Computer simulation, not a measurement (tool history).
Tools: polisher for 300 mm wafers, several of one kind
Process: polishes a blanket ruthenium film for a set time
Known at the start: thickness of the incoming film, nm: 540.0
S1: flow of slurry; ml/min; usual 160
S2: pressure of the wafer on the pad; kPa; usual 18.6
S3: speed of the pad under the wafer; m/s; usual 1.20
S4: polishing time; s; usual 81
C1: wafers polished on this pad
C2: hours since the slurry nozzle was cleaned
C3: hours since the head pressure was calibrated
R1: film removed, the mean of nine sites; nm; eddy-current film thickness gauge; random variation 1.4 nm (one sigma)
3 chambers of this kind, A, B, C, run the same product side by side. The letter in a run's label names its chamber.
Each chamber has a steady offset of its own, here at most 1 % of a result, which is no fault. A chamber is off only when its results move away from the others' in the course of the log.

run	hour	S1	S2	S3	S4	C1	C2	C3	R1
# hour 10.1: chamber C: worn pad replaced by a new one
1C	11.7	160	18.6	1.20	81	15	741.5	704.8	131.860
2B	18.6	160	18.6	1.20	81	893	271.6	139.0	134.780
3A	27.4	160	18.6	1.20	81	798	266.5	333.2	136.060
# hour 30.2: chamber A: worn pad replaced by a new one
4C	37.3	160	18.6	1.20	81	251	767.1	730.4	136.060
# hour 38.3: chamber B: worn pad replaced by a new one
5A	47.0	160	18.6	1.20	81	154	286.1	352.8	133.730
6B	59.1	160	18.6	1.20	81	192	312.1	179.5	133.010
7C	66.4	160	18.6	1.38	81	518	796.2	759.5	154.770
8B	74.3	160	18.6	1.38	81	332	327.3	194.7	155.710
# hour 79.1: chamber C: worn pad replaced by a new one
9A	83.2	160	18.6	1.38	81	488	322.3	389.0	152.100
10C	93.8	160	18.6	1.20	81	135	823.6	786.9	134.750
11B	105.9	160	18.6	1.20	81	623	358.9	226.3	134.490
# hour 111.2: chamber C: slurry nozzle cleaned
12A	113.8	160	18.6	1.20	81	769	352.9	419.6	132.600
# hour 114.0: chamber A: worn pad replaced by a new one
13C	123.6	160	18.6	1.20	81	410	12.5	816.7	131.880
# hour 124.3: chamber A: slurry nozzle cleaned
14A	133.6	160	18.6	1.20	81	181	9.4	439.4	135.550
# hour 142.0: chamber C: head pressure recalibrated
15B	144.4	130	18.6	1.36	81	977	397.4	264.8	145.420
# hour 154.4: chamber C: worn pad replaced by a new one
16B	156.0	130	18.6	1.36	81	1084	409.0	276.4	146.870
# hour 165.9: chamber B: worn pad replaced by a new one
17C	166.1	130	18.6	1.36	81	108	55.0	24.2	128.400
18A	174.1	160	18.6	1.20	81	553	49.9	479.9	134.650
19B	184.8	160	18.6	1.20	81	174	437.8	305.2	131.600
20C	198.0	160	18.6	1.20	81	401	86.9	56.1	117.280
# hour 202.0: chamber A: worn pad replaced by a new one
21A	205.8	160	18.6	1.20	81	34	81.6	511.6	134.990
22A	218.1	160	18.6	1.20	81	148	93.9	523.9	134.140
23B	224.2	160	22.8	1.20	81	536	477.2	344.6	163.730
# hour 226.9: chamber C: worn pad replaced by a new one
24C	233.2	160	22.8	1.20	81	58	122.1	91.3	145.780
25B	240.5	160	22.8	1.20	81	686	493.5	360.9	162.150
26C	249.6	160	18.6	1.20	81	209	138.5	107.7	120.250
27A	262.5	160	18.6	1.20	81	556	138.3	568.3	132.370
28C	270.2	160	18.6	1.20	81	398	159.1	128.3	119.290
# hour 273.5: chamber A: worn pad replaced by a new one
29A	279.2	160	18.6	1.20	81	53	155.0	585.0	134.400
30B	292.1	160	18.6	1.20	81	1161	545.1	412.5	134.770
# hour 293.4: chamber B: worn pad replaced by a new one
31C	302.4	160	18.6	1.20	81	695	191.3	160.5	119.210
# hour 304.5: chamber C: worn pad replaced by a new one
32A	309.5	160	18.6	0.94	81	332	185.3	615.3	106.010
33B	315.3	160	18.6	0.94	81	202	568.3	435.7	105.750
34C	323.7	160	18.6	0.94	81	177	212.6	181.8	95.375
35B	334.2	160	18.6	1.20	81	376	587.2	454.6	133.620
36A	340.7	160	18.6	1.20	81	619	216.5	646.5	133.520
37B	348.9	160	18.6	1.20	81	511	601.9	469.3	133.180
38A	360.7	160	18.6	1.20	81	803	236.5	666.5	133.730
# hour 370.2: chamber C: worn pad replaced by a new one
39C	370.3	160	18.6	1.20	81	1	259.2	228.4	117.770

What goes on in this fleet: one chamber off, a drifting gauge, or nothing beyond the chambers' own small offsets? Name the chamber and the cause, if any.

A service left chamber C off against the others.
Cause: head's pressure below its setpoint, % = 10.9.

Here are 4 candidates for chamber C's next run, each the usual settings with a change, their results left as question marks. Which one brings its results back in line with what the others give on the usual settings?
In line means no further than this from the other chambers' mean on the usual settings: R1 4.700 nm
40C-1	379.8	160	20.7	1.32	81				?
40C-2	379.8	160	18.6	0.98	81				?
40C-3	379.8	160	17.9	1.16	78				?
40C-4	379.8	160	20.7	1.20	81				?

The other chambers' mean on the usual settings: R1 133.680 nm
run	R1
40C-1	146.190
40C-2	97.994
40C-3	107.190
40C-4	133.080
40C-4 brings the chamber back in line.

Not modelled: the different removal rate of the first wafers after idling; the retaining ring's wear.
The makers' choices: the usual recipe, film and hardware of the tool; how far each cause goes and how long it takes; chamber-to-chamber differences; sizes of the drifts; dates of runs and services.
